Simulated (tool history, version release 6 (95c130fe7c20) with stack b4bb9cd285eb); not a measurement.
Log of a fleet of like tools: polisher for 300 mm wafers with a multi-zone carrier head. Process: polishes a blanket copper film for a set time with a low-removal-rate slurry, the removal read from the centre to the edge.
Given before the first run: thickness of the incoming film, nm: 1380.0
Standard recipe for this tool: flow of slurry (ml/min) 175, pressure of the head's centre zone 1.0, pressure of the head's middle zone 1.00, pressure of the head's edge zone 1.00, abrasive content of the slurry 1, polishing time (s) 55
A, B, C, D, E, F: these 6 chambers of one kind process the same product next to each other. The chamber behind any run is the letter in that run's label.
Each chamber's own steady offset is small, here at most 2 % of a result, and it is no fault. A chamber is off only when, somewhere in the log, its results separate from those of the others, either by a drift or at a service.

run	hour	flow of slurry (ml/min)	pressure of the head's centre zone	pressure of the head's middle zone	pressure of the head's edge zone	abrasive content of the slurry	polishing time (s)	film removed at the wafer's centre (nm)	film removed at mid-radius (nm)	film removed at the wafer's edge (nm)
1A	6.3	175	1.0	1.00	1.00	1	55	101.990	99.660	99.872
# hour 9.3: chamber D: slurry nozzle cleaned
2D	16.2	175	1.0	1.00	1.00	1	55	103.380	100.820	102.580
3E	26.9	175	1.0	1.00	1.00	1	55	101.220	103.380	102.160
4C	34.0	175	1.0	1.00	1.00	1	55	102.360	101.690	102.660
# hour 37.6: chamber D: worn pad replaced by a new one
# hour 42.5: chamber F: worn pad replaced by a new one
5F	46.9	175	1.0	1.00	1.00	1	55	100.850	102.520	99.915
# hour 52.8: chamber B: centre zone pressure recalibrated
6B	54.7	175	1.0	1.00	1.00	1	55	101.460	100.070	101.170
# hour 64.7: chamber B: worn pad replaced by a new one
7F	67.2	175	1.0	1.00	1.00	1	55	103.220	102.810	99.094
8D	76.9	175	1.0	1.00	1.00	1	55	103.260	100.940	101.940
# hour 81.2: chamber B: slurry nozzle cleaned
9E	83.2	175	1.0	1.00	1.00	1	55	101.060	101.450	103.980
# hour 88.9: chamber A: worn pad replaced by a new one
# hour 90.9: chamber E: worn pad replaced by a new one
10C	91.4	175	1.0	1.06	1.00	1	67	124.980	131.330	120.820
# hour 101.4: chamber E: edge zone pressure recalibrated
# hour 101.4: chamber C: centre zone pressure recalibrated
11A	103.7	175	1.0	1.06	1.00	1	67	123.330	130.970	122.950
12B	114.4	175	1.0	1.06	1.00	1	67	125.000	130.130	122.350
# hour 121.8: chamber C: worn pad replaced by a new one
13D	122.5	175	1.0	1.06	1.00	1	67	126.040	129.380	121.430
# hour 127.4: chamber D: edge zone pressure recalibrated
14E	131.9	175	1.0	1.06	1.00	1	67	124.640	132.780	123.110
15C	139.5	175	1.0	1.06	1.00	1	67	125.960	133.400	123.850
# hour 142.6: chamber D: worn pad replaced by a new one
16B	146.3	175	1.0	1.00	1.00	1	55	102.490	100.680	100.240
17F	153.6	175	1.0	1.00	1.00	1	55	103.140	102.200	100.810
18A	160.6	175	1.0	1.00	1.00	1	55	100.500	100.960	103.070
19A	171.7	175	1.0	1.00	1.00	1	55	101.440	103.110	103.270
20F	185.5	175	1.0	1.00	1.00	1	55	103.950	101.370	98.841
21E	192.8	125	1.1	1.00	1.00	1	55	103.240	95.704	98.683
# hour 199.5: chamber A: centre zone pressure recalibrated
# hour 203.8: chamber F: worn pad replaced by a new one
22B	203.8	125	1.1	1.00	1.00	1	55	104.550	94.180	94.484
23C	214.5	125	1.1	1.00	1.00	1	55	106.220	95.687	97.185
# hour 224.3: chamber F: slurry nozzle cleaned
# hour 225.6: chamber B: worn pad replaced by a new one
24D	226.9	125	1.1	1.00	1.00	1	55	106.160	95.496	95.522
25D	237.0	125	1.1	1.00	1.00	1	55	106.700	94.061	99.261
# hour 241.7: chamber B: edge zone pressure recalibrated
26B	244.9	125	1.1	1.00	1.00	1	55	103.530	94.776	96.528
# hour 249.6: chamber C: worn pad replaced by a new one
# hour 255.8: chamber D: worn pad replaced by a new one
27A	256.9	175	1.0	1.00	1.00	1	55	99.962	101.330	102.710
# hour 261.4: chamber E: worn pad replaced by a new one
28F	266.8	175	1.0	1.00	1.00	1	55	109.770	102.560	100.430
# hour 267.1: chamber A: worn pad replaced by a new one
# hour 269.5: chamber C: edge zone pressure recalibrated
29E	278.3	175	1.0	1.00	1.00	1	55	100.770	102.870	101.600
30C	288.3	175	1.0	1.00	1.00	1	55	101.770	101.850	101.820
# hour 289.5: chamber F: edge zone pressure recalibrated
31D	295.9	175	1.0	1.00	1.00	1	55	102.100	102.080	102.620
32C	306.8	175	1.0	1.00	1.00	1	55	100.500	103.410	101.710
# hour 307.4: chamber A: edge zone pressure recalibrated
33A	319.9	175	1.0	1.00	1.00	1	55	101.730	101.900	101.700
34F	326.8	175	1.0	1.00	1.00	1	55	108.470	102.430	99.174
35E	340.3	175	1.0	1.00	1.00	1	55	102.020	102.430	102.190
36B	350.2	175	1.0	1.00	1.00	1	55	102.120	101.540	99.397
# hour 355.0: chamber F: worn pad replaced by a new one
# hour 357.8: chamber D: worn pad replaced by a new one
37A	364.4	175	1.0	1.00	1.00	1	55	101.960	100.950	102.540
# hour 365.4: chamber C: worn pad replaced by a new one
38C	373.7	175	1.0	1.00	1.00	1	55	102.740	103.460	103.210
39F	381.3	175	1.0	1.00	1.00	1	55	113.850	102.200	99.283
40D	390.3	175	1.0	1.00	0.88	1	66	122.630	120.240	113.350

All 6 chambers run these settings next. Forecast each chamber's results:
41A	400.5	175	1.0	1.00	1.00	1	55	?	?	?
41B	400.5	175	1.0	1.00	1.00	1	55	?	?	?
41C	400.5	175	1.0	1.00	1.00	1	55	?	?	?
41D	400.5	175	1.0	1.00	1.00	1	55	?	?	?
41E	400.5	175	1.0	1.00	1.00	1	55	?	?	?
41F	400.5	175	1.0	1.00	1.00	1	55	?	?	?

run	film removed at the wafer's centre (nm)	film removed at mid-radius (nm)	film removed at the wafer's edge (nm)
41A	102.090	101.400	102.350
41B	101.490	99.862	99.070
41C	101.760	101.490	101.920
41D	103.930	100.850	103.480
41E	103.030	101.840	103.770
41F	114.230	103.600	102.230
